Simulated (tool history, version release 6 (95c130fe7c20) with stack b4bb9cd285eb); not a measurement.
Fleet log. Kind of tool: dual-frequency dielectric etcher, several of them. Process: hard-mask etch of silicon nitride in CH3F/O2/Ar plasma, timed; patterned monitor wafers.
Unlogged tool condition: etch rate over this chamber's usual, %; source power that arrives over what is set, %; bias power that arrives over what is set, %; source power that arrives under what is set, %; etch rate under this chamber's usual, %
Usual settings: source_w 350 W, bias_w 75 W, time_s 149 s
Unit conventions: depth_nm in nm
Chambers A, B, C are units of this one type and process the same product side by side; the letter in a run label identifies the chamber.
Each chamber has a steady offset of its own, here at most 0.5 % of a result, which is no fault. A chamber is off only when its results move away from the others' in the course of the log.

run,hour,source_w,bias_w,time_s,hours since the last wet clean,hours since the last source power generator calibration,hours since the last bias power generator calibration,"read-back reference wafer on the same gauge, depth_nm",depth_nm
# hour 6.8: chamber C: bias power generator calibrated
1A,6.9,350,75,149,142.9,1572.6,2732,91.959,101.13
2C,11.4,350,75,149,115.2,1548,4.7,92.019,100.03
3B,19.3,350,75,149,503,2554.7,1781.6,92.059,99.555
4B,26.1,350,75,149,509.8,2561.5,1788.4,92.003,100.05
5C,30.7,350,75,176,134.5,1567.3,24,91.973,118.37
6A,35.5,350,75,176,171.5,1601.2,2760.6,92.023,118.84
7A,44.8,350,75,176,180.8,1610.5,2769.9,91.953,119.23
8B,49.6,350,84,149,533.3,2585,1811.9,91.957,104.01
9C,56.1,350,84,149,159.9,1592.7,49.4,91.932,103.99
10A,61.9,350,84,149,197.9,1627.6,2787,92.014,105.24
11C,68.1,350,75,149,171.9,1604.7,61.4,92.034,99.739
12B,73.2,350,75,149,556.9,2608.6,1835.5,92,99.793
13B,79.5,350,75,149,563.2,2614.9,1841.8,91.954,99.937
14C,86.6,350,75,149,190.4,1623.2,79.9,91.984,99.93
15A,95,350,75,149,231,1660.7,2820.1,92.031,101.19
16B,103.9,350,75,149,587.6,2639.3,1866.2,91.957,99.703
17A,111.3,350,75,149,247.3,1677,2836.4,92.01,101.29
# hour 113.8: chamber B: wet clean of the chamber
18C,118.5,350,75,149,222.3,1655.1,111.8,91.955,99.576
19B,123.9,350,75,149,10.1,2659.3,1886.2,91.989,100.2
20A,129.7,430,88,149,265.7,1695.4,2854.8,92.022,115.67
21C,138,430,88,149,241.8,1674.6,131.3,92.007,113.34
22C,143.4,430,88,149,247.2,1680,136.7,92.003,113.43
23B,150,280,75,110.5,36.2,2685.4,1912.3,92,68.787
24A,158.4,280,75,110.5,294.4,1724.1,2883.5,92.058,68.894
25B,166.6,280,75,110.5,52.8,2702,1928.9,91.951,68.433
26A,172.4,400,75,149,308.4,1738.1,2897.5,91.978,106.61
27C,181.8,400,75,149,285.6,1718.4,175.1,91.97,103.67
28B,186.6,400,75,149,72.8,2722,1948.9,92.046,105.23
29C,192.2,350,75,149,296,1728.8,185.5,91.973,98.047
30A,201.8,350,75,149,337.8,1767.5,2926.9,92.059,100.78
31A,210.9,350,75,149,346.9,1776.6,2936,91.978,101.39
# hour 216.8: chamber A: source power generator calibrated
32C,218,350,75,149,321.8,1754.6,211.3,91.989,97.823
33B,226.5,350,75,149,112.7,2761.9,1988.8,91.975,100.14
34A,235.8,350,75,149,371.8,19.1,2960.9,91.954,100.92
35B,243.9,350,75,149,130.1,2779.3,2006.2,91.997,99.919
36C,249.8,350,75,149,353.6,1786.4,243.1,91.962,97.545
37C,254.1,350,75,149,357.9,1790.7,247.4,91.984,97.003
38B,258.9,350,75,149,145.1,2794.3,2021.2,91.96,99.862
39A,266.5,350,75,149,402.5,49.8,2991.6,91.962,101.35
40A,274.9,420,75,149,410.9,58.2,3000,91.944,107.81
41B,279.9,420,75,149,166.1,2815.3,2042.2,92.02,106.86

Which is it: a chamber that has drifted or been left off by a service, a gauge drift common to all chambers, or only each chamber's usual small offset? If a chamber is off, name it and its likeliest cause.

It is chamber C that slowly wanders off from its peers.
Likeliest cause: etch rate under this chamber's usual, % = 3.15.

Chamber C could run next with any of the 4 candidate recipes listed below; each alters the usual settings, and their results appear as question marks. Which one brings its results back in line with what the other chambers deliver on the usual settings?
Allowed miss from the other chambers' usual-settings mean, per result, to count as in line: depth_nm 0.9 nm
42C-1,287,350,90,149,,,,,?
42C-2,287,350,62,149,,,,,?
42C-3,287,350,76,153,,,,,?
42C-4,287,350,74,144.5,,,,,?

Usual-settings mean across the other chambers: depth_nm 100.55 nm
run,depth_nm
42C-1,103.84
42C-2,91.289
42C-3,100.45
42C-4,93.993
Change 42C-3 lands the chamber within the allowed miss of the other chambers.
